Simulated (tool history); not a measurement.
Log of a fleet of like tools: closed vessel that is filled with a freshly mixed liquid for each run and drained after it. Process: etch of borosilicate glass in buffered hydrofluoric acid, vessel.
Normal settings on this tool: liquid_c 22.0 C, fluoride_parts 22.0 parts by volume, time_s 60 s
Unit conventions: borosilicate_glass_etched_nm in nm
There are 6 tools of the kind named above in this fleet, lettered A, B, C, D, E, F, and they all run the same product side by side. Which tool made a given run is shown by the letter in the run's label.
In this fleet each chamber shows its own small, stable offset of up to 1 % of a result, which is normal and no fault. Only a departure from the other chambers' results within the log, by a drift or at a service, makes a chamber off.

run   hour  liquid_c  fluoride_parts  time_s  hours since the thermometer was replaced  hours since the hydrofluoric acid flow meter was replaced  read-back film thickness of the borosilicate glass reference wafer, read on the same gauge (nm)  borosilicate_glass_etched_nm
 1F   14.0      22.0            22.0      60                                    1494.1                                                      867.5                                                                                           30.007                        32.106
 2E   29.5      22.0            22.0      60                                     455.1                                                      761.5                                                                                           29.980                        31.863
 3D   38.0      22.0            22.0      60                                     224.0                                                      518.8                                                                                           29.968                        31.292
 4B   48.2      22.0            22.0      60                                      75.3                                                      309.1                                                                                           30.016                        31.599
 5C   57.9      22.0            22.0      60                                     312.0                                                     2281.7                                                                                           30.023                        31.849
 6A   67.9      22.0            22.0      60                                    1910.6                                                      572.8                                                                                           30.007                        31.807
 7F   81.7      22.0            22.0      60                                    1561.8                                                      935.2                                                                                           30.010                        32.014
 8D   95.7      22.0            22.0      60                                     281.7                                                      576.5                                                                                           29.995                        31.292
 9E  107.2      22.0            22.0      85                                     532.8                                                      839.2                                                                                           30.006                        44.922
10C  123.2      22.0            22.0      85                                     377.3                                                     2347.0                                                                                           29.993                        44.339
11B  134.6      22.0            22.0      85                                     161.7                                                      395.5                                                                                           30.020                        44.454
     135.4  -- chamber F: thermometer replaced
12A  144.1      22.0            22.0      85                                    1986.8                                                      649.0                                                                                           29.994                        44.772
13D  159.0      22.0            22.0      85                                     345.0                                                      639.8                                                                                           30.012                        44.544
14A  174.3      22.0            22.0      85                                    2017.0                                                      679.2                                                                                           29.965                        45.210
15C  185.0      22.0            22.0      60                                     439.1                                                     2408.8                                                                                           29.994                        32.138
16F  194.0      22.0            22.0      60                                      58.7                                                     1047.5                                                                                           29.990                        31.478
     201.4  -- chamber E: hydrofluoric acid flow meter replaced
17B  202.5      22.0            22.0      60                                     229.6                                                      463.4                                                                                           30.018                        31.901
18E  214.3      22.0            22.0      60                                     639.9                                                       13.0                                                                                           29.996                        31.905
19B  222.9      22.0            22.0      60                                     250.0                                                      483.8                                                                                           30.005                        31.828
20C  236.0      22.0            22.0      60                                     490.1                                                     2459.8                                                                                           29.985                        31.518
21E  249.8      22.0            22.0      60                                     675.4                                                       48.5                                                                                           30.019                        31.736
     254.3  -- chamber A: thermometer replaced
22D  262.3      22.0            22.0      60                                     448.3                                                      743.1                                                                                           29.973                        29.792
23A  271.1      24.5            26.5      60                                      16.8                                                      776.0                                                                                           29.971                        31.979
24F  286.6      24.5            26.5      60                                     151.3                                                     1140.1                                                                                           30.000                        31.818
25B  294.4      24.5            26.5      60                                     321.5                                                      555.3                                                                                           29.986                        31.623
26D  302.0      24.5            26.5      60                                     488.0                                                      782.8                                                                                           29.982                        29.954
27C  310.4      24.5            26.5      60                                     564.5                                                     2534.2                                                                                           30.010                        31.981
28E  321.3      24.5            26.5      60                                     746.9                                                      120.0                                                                                           29.980                        32.220
29F  331.6      22.0            22.0      60                                     196.3                                                     1185.1                                                                                           30.004                        31.505
     339.3  -- chamber E: thermometer replaced
30A  342.6      22.0            22.0      60                                      88.3                                                      847.5                                                                                           29.999                        31.916
31B  358.2      22.0            22.0      60                                     385.3                                                      619.1                                                                                           29.982                        31.666
32A  373.8      22.0            22.0      60                                     119.5                                                      878.7                                                                                           29.997                        32.022
33D  381.2      22.0            22.0      60                                     567.2                                                      862.0                                                                                           30.014                        29.009
34F  389.0      22.0            22.0      60                                     253.7                                                     1242.5                                                                                           29.974                        31.198
35C  397.8      22.0            22.0      60                                     651.9                                                     2621.6                                                                                           30.004                        31.270
36E  413.9      22.0            22.0      60                                      74.6                                                      212.6                                                                                           30.016                        31.901

Each of the 6 chambers runs these same settings next. Fill in every chamber's results:
37A  425.7      22.0            22.0      60                                                                                                                                                                                                                                   ?
37B  425.7      22.0            22.0      60                                                                                                                                                                                                                                   ?
37C  425.7      22.0            22.0      60                                                                                                                                                                                                                                   ?
37D  425.7      22.0            22.0      60                                                                                                                                                                                                                                   ?
37E  425.7      22.0            22.0      60                                                                                                                                                                                                                                   ?
37F  425.7      22.0            22.0      60                                                                                                                                                                                                                                   ?

run  borosilicate_glass_etched_nm
37A                        31.555
37B                        31.616
37C                        31.647
37D                        28.703
37E                        31.511
37F                        31.741

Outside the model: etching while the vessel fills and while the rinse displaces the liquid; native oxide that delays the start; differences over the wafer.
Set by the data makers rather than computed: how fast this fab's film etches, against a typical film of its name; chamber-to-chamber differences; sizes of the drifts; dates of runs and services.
